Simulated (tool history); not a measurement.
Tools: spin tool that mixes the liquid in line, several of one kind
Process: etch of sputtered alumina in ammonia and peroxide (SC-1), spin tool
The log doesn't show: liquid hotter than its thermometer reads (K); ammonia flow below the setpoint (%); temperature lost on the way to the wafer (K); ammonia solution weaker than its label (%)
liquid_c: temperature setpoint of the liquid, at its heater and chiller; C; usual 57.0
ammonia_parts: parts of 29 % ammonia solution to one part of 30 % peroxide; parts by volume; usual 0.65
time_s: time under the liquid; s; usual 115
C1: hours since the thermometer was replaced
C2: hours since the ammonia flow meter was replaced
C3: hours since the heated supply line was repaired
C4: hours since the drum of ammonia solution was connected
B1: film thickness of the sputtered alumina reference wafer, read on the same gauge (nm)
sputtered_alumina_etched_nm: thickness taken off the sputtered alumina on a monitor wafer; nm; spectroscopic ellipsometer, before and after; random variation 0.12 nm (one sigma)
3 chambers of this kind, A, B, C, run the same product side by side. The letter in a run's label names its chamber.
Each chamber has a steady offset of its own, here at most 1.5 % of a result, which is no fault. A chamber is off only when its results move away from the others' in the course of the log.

run 1C day=0.421 | liquid_c=57.0 ammonia_parts=0.65 time_s=115 | C1=140.5 C2=950.7 C3=1269.8 C4=415.6 | B1=69.985 | sputtered_alumina_etched_nm=14.0740
run 2A day=1.025 | liquid_c=57.0 ammonia_parts=0.65 time_s=115 | C1=664.2 C2=90.9 C3=400.1 C4=269.9 | B1=69.982 | sputtered_alumina_etched_nm=14.2580
run 3B day=1.504 | liquid_c=57.0 ammonia_parts=0.65 time_s=115 | C1=185.9 C2=127.7 C3=681.4 C4=80.6 | B1=69.990 | sputtered_alumina_etched_nm=14.5660
run 4C day=2.171 | liquid_c=57.0 ammonia_parts=0.65 time_s=115 | C1=182.5 C2=992.7 C3=1311.8 C4=457.6 | B1=70.004 | sputtered_alumina_etched_nm=14.1500
run 5A day=2.517 | liquid_c=57.0 ammonia_parts=0.65 time_s=115 | C1=700.0 C2=126.7 C3=435.9 C4=305.7 | B1=69.986 | sputtered_alumina_etched_nm=14.6430
-- day=2.983 chamber A: new drum of ammonia solution connected
run 6B day=3.133 | liquid_c=57.0 ammonia_parts=0.65 time_s=115 | C1=225.0 C2=166.8 C3=720.5 C4=119.7 | B1=70.018 | sputtered_alumina_etched_nm=14.4320
run 7C day=3.633 | liquid_c=57.0 ammonia_parts=0.65 time_s=115 | C1=217.6 C2=1027.8 C3=1346.9 C4=492.7 | B1=70.004 | sputtered_alumina_etched_nm=14.3740
run 8B day=4.308 | liquid_c=57.0 ammonia_parts=0.65 time_s=115 | C1=253.2 C2=195.0 C3=748.7 C4=147.9 | B1=70.034 | sputtered_alumina_etched_nm=14.6710
run 9A day=4.900 | liquid_c=57.0 ammonia_parts=0.65 time_s=115 | C1=757.2 C2=183.9 C3=493.1 C4=46.1 | B1=70.010 | sputtered_alumina_etched_nm=14.5060
run 10B day=5.258 | liquid_c=57.0 ammonia_parts=0.65 time_s=115 | C1=276.0 C2=217.8 C3=771.5 C4=170.7 | B1=70.032 | sputtered_alumina_etched_nm=14.3140
run 11A day=5.783 | liquid_c=57.0 ammonia_parts=0.65 time_s=115 | C1=778.4 C2=205.1 C3=514.3 C4=67.3 | B1=70.004 | sputtered_alumina_etched_nm=14.3850
run 12C day=6.304 | liquid_c=63.5 ammonia_parts=0.45 time_s=115 | C1=281.7 C2=1091.9 C3=1411.0 C4=556.8 | B1=70.002 | sputtered_alumina_etched_nm=19.4300
run 13C day=6.671 | liquid_c=63.5 ammonia_parts=0.45 time_s=115 | C1=290.5 C2=1100.7 C3=1419.8 C4=565.6 | B1=69.954 | sputtered_alumina_etched_nm=18.9700
run 14B day=7.238 | liquid_c=63.5 ammonia_parts=0.45 time_s=115 | C1=323.5 C2=265.3 C3=819.0 C4=218.2 | B1=70.013 | sputtered_alumina_etched_nm=19.3650
-- day=7.488 chamber C: new drum of ammonia solution connected
run 15A day=7.567 | liquid_c=57.0 ammonia_parts=0.65 time_s=115 | C1=821.2 C2=247.9 C3=557.1 C4=110.1 | B1=70.013 | sputtered_alumina_etched_nm=14.4100
run 16B day=8.125 | liquid_c=57.0 ammonia_parts=0.80 time_s=50 | C1=344.8 C2=286.6 C3=840.3 C4=239.5 | B1=69.989 | sputtered_alumina_etched_nm=6.4380
run 17A day=8.538 | liquid_c=57.0 ammonia_parts=0.80 time_s=50 | C1=844.5 C2=271.2 C3=580.4 C4=133.4 | B1=70.011 | sputtered_alumina_etched_nm=6.4920
run 18C day=9.225 | liquid_c=57.0 ammonia_parts=0.80 time_s=50 | C1=351.8 C2=1162.0 C3=1481.1 C4=41.8 | B1=69.959 | sputtered_alumina_etched_nm=6.1853
run 19A day=9.654 | liquid_c=57.0 ammonia_parts=0.65 time_s=115 | C1=871.3 C2=298.0 C3=607.2 C4=160.2 | B1=70.014 | sputtered_alumina_etched_nm=14.6300
run 20C day=10.104 | liquid_c=57.0 ammonia_parts=0.65 time_s=115 | C1=372.9 C2=1183.1 C3=1502.2 C4=62.9 | B1=69.994 | sputtered_alumina_etched_nm=13.8180
run 21B day=10.479 | liquid_c=57.0 ammonia_parts=0.65 time_s=115 | C1=401.3 C2=343.1 C3=896.8 C4=296.0 | B1=70.010 | sputtered_alumina_etched_nm=14.5420
run 22A day=10.950 | liquid_c=57.0 ammonia_parts=0.65 time_s=115 | C1=902.4 C2=329.1 C3=638.3 C4=191.3 | B1=69.996 | sputtered_alumina_etched_nm=14.5220
run 23C day=11.367 | liquid_c=57.0 ammonia_parts=0.65 time_s=115 | C1=403.2 C2=1213.4 C3=1532.5 C4=93.2 | B1=69.996 | sputtered_alumina_etched_nm=13.7880
run 24B day=11.929 | liquid_c=57.0 ammonia_parts=0.65 time_s=115 | C1=436.1 C2=377.9 C3=931.6 C4=330.8 | B1=69.997 | sputtered_alumina_etched_nm=14.4890
run 25A day=12.500 | liquid_c=57.0 ammonia_parts=0.65 time_s=115 | C1=939.6 C2=366.3 C3=675.5 C4=228.5 | B1=70.021 | sputtered_alumina_etched_nm=14.4360
run 26B day=12.800 | liquid_c=57.0 ammonia_parts=0.65 time_s=115 | C1=457.0 C2=398.8 C3=952.5 C4=351.7 | B1=69.988 | sputtered_alumina_etched_nm=14.5890
run 27C day=13.283 | liquid_c=57.0 ammonia_parts=0.65 time_s=115 | C1=449.2 C2=1259.4 C3=1578.5 C4=139.2 | B1=70.003 | sputtered_alumina_etched_nm=13.7580
run 28C day=13.717 | liquid_c=57.0 ammonia_parts=0.65 time_s=115 | C1=459.6 C2=1269.8 C3=1588.9 C4=149.6 | B1=70.024 | sputtered_alumina_etched_nm=13.5540
-- day=14.296 chamber B: ammonia flow meter replaced
run 29A day=14.350 | liquid_c=57.0 ammonia_parts=0.65 time_s=115 | C1=984.0 C2=410.7 C3=719.9 C4=272.9 | B1=70.001 | sputtered_alumina_etched_nm=14.4790
run 30B day=14.912 | liquid_c=57.0 ammonia_parts=0.65 time_s=115 | C1=507.7 C2=14.8 C3=1003.2 C4=402.4 | B1=69.990 | sputtered_alumina_etched_nm=14.4780
run 31A day=15.217 | liquid_c=57.0 ammonia_parts=0.65 time_s=115 | C1=1004.8 C2=431.5 C3=740.7 C4=293.7 | B1=70.007 | sputtered_alumina_etched_nm=14.3110
run 32B day=15.708 | liquid_c=57.0 ammonia_parts=0.80 time_s=140 | C1=526.8 C2=33.9 C3=1022.3 C4=421.5 | B1=69.960 | sputtered_alumina_etched_nm=18.0730
-- day=15.783 chamber A: new drum of ammonia solution connected
run 33C day=16.108 | liquid_c=57.0 ammonia_parts=0.80 time_s=140 | C1=517.0 C2=1327.2 C3=1646.3 C4=207.0 | B1=69.997 | sputtered_alumina_etched_nm=16.7260
run 34A day=16.412 | liquid_c=57.0 ammonia_parts=0.80 time_s=140 | C1=1033.5 C2=460.2 C3=769.4 C4=15.2 | B1=70.002 | sputtered_alumina_etched_nm=17.6520
run 35C day=16.950 | liquid_c=57.0 ammonia_parts=0.65 time_s=115 | C1=537.2 C2=1347.4 C3=1666.5 C4=227.2 | B1=70.014 | sputtered_alumina_etched_nm=13.3950
run 36B day=17.588 | liquid_c=57.0 ammonia_parts=0.65 time_s=115 | C1=571.9 C2=79.0 C3=1067.4 C4=466.6 | B1=69.970 | sputtered_alumina_etched_nm=14.5840

What goes on in this fleet: one chamber off, a drifting gauge, or nothing beyond the chambers' own small offsets? Name the chamber and the cause, if any.

Chamber C drifts away from the others.
Cause: temperature lost on the way to the wafer (K) = 1.37.
The log may not tell that from: liquid colder than its thermometer reads (K).

Here are 4 candidates for chamber C's next run, each the usual settings with a change, their results left as question marks. Which one brings its results back in line with what the others give on the usual settings?
In line means no further than this from the other chambers' mean on the usual settings: sputtered_alumina_etched_nm 0.4200 nm
run 37C-1 day=18.083 | liquid_c=57.5 ammonia_parts=0.65 time_s=115 | sputtered_alumina_etched_nm=?
run 37C-2 day=18.083 | liquid_c=57.0 ammonia_parts=0.65 time_s=105 | sputtered_alumina_etched_nm=?
run 37C-3 day=18.083 | liquid_c=58.5 ammonia_parts=0.65 time_s=115 | sputtered_alumina_etched_nm=?
run 37C-4 day=18.083 | liquid_c=57.0 ammonia_parts=0.40 time_s=115 | sputtered_alumina_etched_nm=?

The other chambers' mean on the usual settings: sputtered_alumina_etched_nm 14.4810 nm
run=37C-1 sputtered_alumina_etched_nm=13.6560
run=37C-2 sputtered_alumina_etched_nm=12.1430
run=37C-3 sputtered_alumina_etched_nm=14.4000
run=37C-4 sputtered_alumina_etched_nm=12.6900
37C-3 brings the chamber back in line.
